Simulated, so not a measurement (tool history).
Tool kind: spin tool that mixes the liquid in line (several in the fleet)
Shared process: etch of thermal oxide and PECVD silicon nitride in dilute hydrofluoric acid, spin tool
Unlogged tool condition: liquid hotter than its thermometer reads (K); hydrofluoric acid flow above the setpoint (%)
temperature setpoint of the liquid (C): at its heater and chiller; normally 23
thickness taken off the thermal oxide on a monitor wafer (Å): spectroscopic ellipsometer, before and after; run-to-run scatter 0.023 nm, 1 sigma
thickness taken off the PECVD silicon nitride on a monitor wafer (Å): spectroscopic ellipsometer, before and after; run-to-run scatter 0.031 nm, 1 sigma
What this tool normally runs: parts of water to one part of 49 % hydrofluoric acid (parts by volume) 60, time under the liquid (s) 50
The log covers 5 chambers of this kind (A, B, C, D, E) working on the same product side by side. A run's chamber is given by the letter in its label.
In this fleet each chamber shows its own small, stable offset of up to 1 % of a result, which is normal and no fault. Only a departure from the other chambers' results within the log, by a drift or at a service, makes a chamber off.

run   hour  temperature setpoint of the liquid (C)  parts of water to one part of 49 % hydrofluoric acid (parts by volume)  time under the liquid (s)  hours since the thermometer was replaced  hours since the hydrofluoric acid flow meter was replaced  read-back film thickness of the thermal oxide reference wafer, read on the same gauge (nm)  read-back film thickness of the PECVD silicon nitride reference wafer, read on the same gauge (nm)  thickness taken off the thermal oxide on a monitor wafer (Å)  thickness taken off the PECVD silicon nitride on a monitor wafer (Å)
 1B    3.5                                      23                                                                      60                         50                                    1232.2                                                      194.6                                                                                      130.01                                                                                              100.01                                                        41.083                                                                19.519
 2D      6                                      23                                                                      60                         50                                     381.3                                                      875.6                                                                                      129.98                                                                                              100.03                                                         41.07                                                                19.691
 3C    9.7                                      23                                                                      60                         50                                       847                                                        208                                                                                      129.97                                                                                               99.94                                                        40.954                                                                19.583
 4E   13.4                                      23                                                                      60                         50                                     316.6                                                     1430.2                                                                                      129.98                                                                                              99.994                                                         40.88                                                                19.992
 5A   17.1                                      23                                                                      60                         50                                    1088.7                                                      382.8                                                                                      130.02                                                                                              99.984                                                        40.794                                                                19.061
 6C   20.8                                      23                                                                      60                         50                                     858.1                                                      219.1                                                                                      129.96                                                                                              99.999                                                        41.322                                                                20.257
 7A   23.7                                      23                                                                      60                         50                                    1095.3                                                      389.4                                                                                      130.01                                                                                              99.964                                                        41.035                                                                 19.77
 8E   26.5                                      23                                                                      60                         50                                     329.7                                                     1443.3                                                                                      130.03                                                                                              100.02                                                          41.3                                                                20.325
 9B   28.6                                      23                                                                      60                         50                                    1257.3                                                      219.7                                                                                      130.03                                                                                              99.957                                                        41.212                                                                19.641
10D     31                                      23                                                                      60                         50                                     406.3                                                      900.6                                                                                      130.02                                                                                                 100                                                        41.098                                                                19.872
11B   33.4                                      23                                                                      60                         50                                    1262.1                                                      224.5                                                                                      129.99                                                                                              100.07                                                        41.138                                                                 19.74
12C   36.2                                      23                                                                      60                         50                                     873.5                                                      234.5                                                                                      129.99                                                                                              99.981                                                        41.447                                                                19.743
13D   38.2                                      23                                                                      60                         50                                     413.5                                                      907.8                                                                                      130.01                                                                                              99.982                                                        40.931                                                                19.786
14A   42.1                                      23                                                                      60                         50                                    1113.7                                                      407.8                                                                                      130.06                                                                                              100.02                                                        41.242                                                                 18.89
      44.4  -- chamber E: hydrofluoric acid flow meter replaced
15E   45.9                                      23                                                                      60                         50                                     349.1                                                        1.5                                                                                      130.01                                                                                              100.01                                                        41.036                                                                19.519
16A   48.5                                      26                                                                      60                         40                                    1120.1                                                      414.2                                                                                      130.01                                                                                              99.983                                                        37.252                                                                19.414
17D   50.5                                      26                                                                      60                         40                                     425.8                                                      920.1                                                                                      129.97                                                                                              100.02                                                        36.812                                                                19.054
18B   52.4                                      26                                                                      60                         40                                    1281.1                                                      243.5                                                                                      129.93                                                                                              100.01                                                        37.015                                                                19.446
19C   56.1                                      26                                                                      60                         40                                     893.4                                                      254.4                                                                                      129.94                                                                                              99.995                                                        37.266                                                                19.535
20E   60.1                                      26                                                                      60                         40                                     363.3                                                       15.7                                                                                      130.04                                                                                              99.976                                                        36.642                                                                19.655
21E   64.3                                      23                                                                      60                         50                                     367.5                                                       19.9                                                                                      129.98                                                                                              100.01                                                        40.983                                                                19.726
22C   67.6                                      23                                                                      60                         60                                     904.9                                                      265.9                                                                                      129.98                                                                                              99.986                                                        50.047                                                                24.065
23A   71.9                                      23                                                                      60                         60                                    1143.5                                                      437.6                                                                                      130.03                                                                                                 100                                                        49.519                                                                23.514
24D   73.9                                      23                                                                      60                         60                                     449.2                                                      943.5                                                                                      129.99                                                                                               99.97                                                        49.075                                                                23.955
25B   76.7                                      23                                                                      60                         60                                    1305.4                                                      267.8                                                                                      130.01                                                                                              100.03                                                        49.566                                                                23.968
26A   80.4                                      23                                                                      60                         60                                      1152                                                      446.1                                                                                      129.95                                                                                              99.952                                                        49.316                                                                 23.25
27B   83.6                                      23                                                                      60                         50                                    1312.3                                                      274.7                                                                                      129.98                                                                                              99.959                                                         41.49                                                                 19.99
28E   87.8                                      28                                                                      60                         30                                       391                                                       43.4                                                                                      129.99                                                                                              99.977                                                        30.259                                                                16.296
29C   90.4                                      28                                                                      60                         30                                     927.7                                                      288.7                                                                                      130.02                                                                                               99.98                                                        30.564                                                                16.637
30D   94.1                                      28                                                                      60                         30                                     469.4                                                      963.7                                                                                      130.05                                                                                              100.03                                                        29.631                                                                 16.79
31C   96.6                                      28                                                                      60                         30                                     933.9                                                      294.9                                                                                      129.99                                                                                              100.02                                                        30.429                                                                16.746
32A   98.9                                      28                                                                      60                         30                                    1170.5                                                      464.6                                                                                         130                                                                                              99.967                                                        30.147                                                                16.148
33E  102.3                                      23                                                                      60                         50                                     405.5                                                       57.9                                                                                      130.01                                                                                              99.998                                                        41.432                                                                20.418
34B  105.6                                      23                                                                      60                         50                                    1334.3                                                      296.7                                                                                      129.98                                                                                              99.992                                                        40.978                                                                19.187
35D  109.5                                      23                                                                      60                         50                                     484.8                                                      979.1                                                                                      129.97                                                                                                 100                                                        40.874                                                                19.758
36C  113.7                                      23                                                                      60                         50                                       951                                                        312                                                                                      130.03                                                                                                 100                                                        41.284                                                                19.541
37A    117                                    26.5                                                                      60                         35                                    1188.6                                                      482.7                                                                                      130.06                                                                                               99.98                                                        33.315                                                                 17.05
38B  119.1                                    26.5                                                                      60                         35                                    1347.8                                                      310.2                                                                                      129.96                                                                                              99.988                                                        33.025                                                                17.395
39D  123.2                                    26.5                                                                      60                         35                                     498.5                                                      992.8                                                                                      129.97                                                                                              100.02                                                        33.164                                                                17.982
40E  126.4                                    26.5                                                                      60                         35                                     429.6                                                         82                                                                                      129.98                                                                                              99.964                                                        33.159                                                                17.877
41B  130.1                                    26.5                                                                      60                         35                                    1358.8                                                      321.2                                                                                      130.03                                                                                              99.937                                                        32.914                                                                17.609
42D  134.4                                      23                                                                      60                         50                                     509.7                                                       1004                                                                                      130.02                                                                                              99.933                                                        40.647                                                                 19.96
43E  137.4                                      23                                                                      60                         50                                     440.6                                                         93                                                                                         130                                                                                              99.999                                                        41.298                                                                 19.71
44C  139.5                                      23                                                                      60                         50                                     976.8                                                      337.8                                                                                         130                                                                                              99.988                                                        41.197                                                                19.723

Each of the 5 chambers runs these same settings next. Fill in every chamber's results:
45A  142.7                                      23                                                                      60                         60                                                                                                                                                                                                                                                                                                                                                                  ?                                                                     ?
45B  142.7                                      23                                                                      60                         60                                                                                                                                                                                                                                                                                                                                                                  ?                                                                     ?
45C  142.7                                      23                                                                      60                         60                                                                                                                                                                                                                                                                                                                                                                  ?                                                                     ?
45D  142.7                                      23                                                                      60                         60                                                                                                                                                                                                                                                                                                                                                                  ?                                                                     ?
45E  142.7                                      23                                                                      60                         60                                                                                                                                                                                                                                                                                                                                                                  ?                                                                     ?

run  thickness taken off the thermal oxide on a monitor wafer (Å)  thickness taken off the PECVD silicon nitride on a monitor wafer (Å)
45A                                                        49.579                                                                 23.55
45B                                                        49.122                                                                23.795
45C                                                        49.583                                                                 24.57
45D                                                        48.965                                                                24.486
45E                                                        49.068                                                                23.558

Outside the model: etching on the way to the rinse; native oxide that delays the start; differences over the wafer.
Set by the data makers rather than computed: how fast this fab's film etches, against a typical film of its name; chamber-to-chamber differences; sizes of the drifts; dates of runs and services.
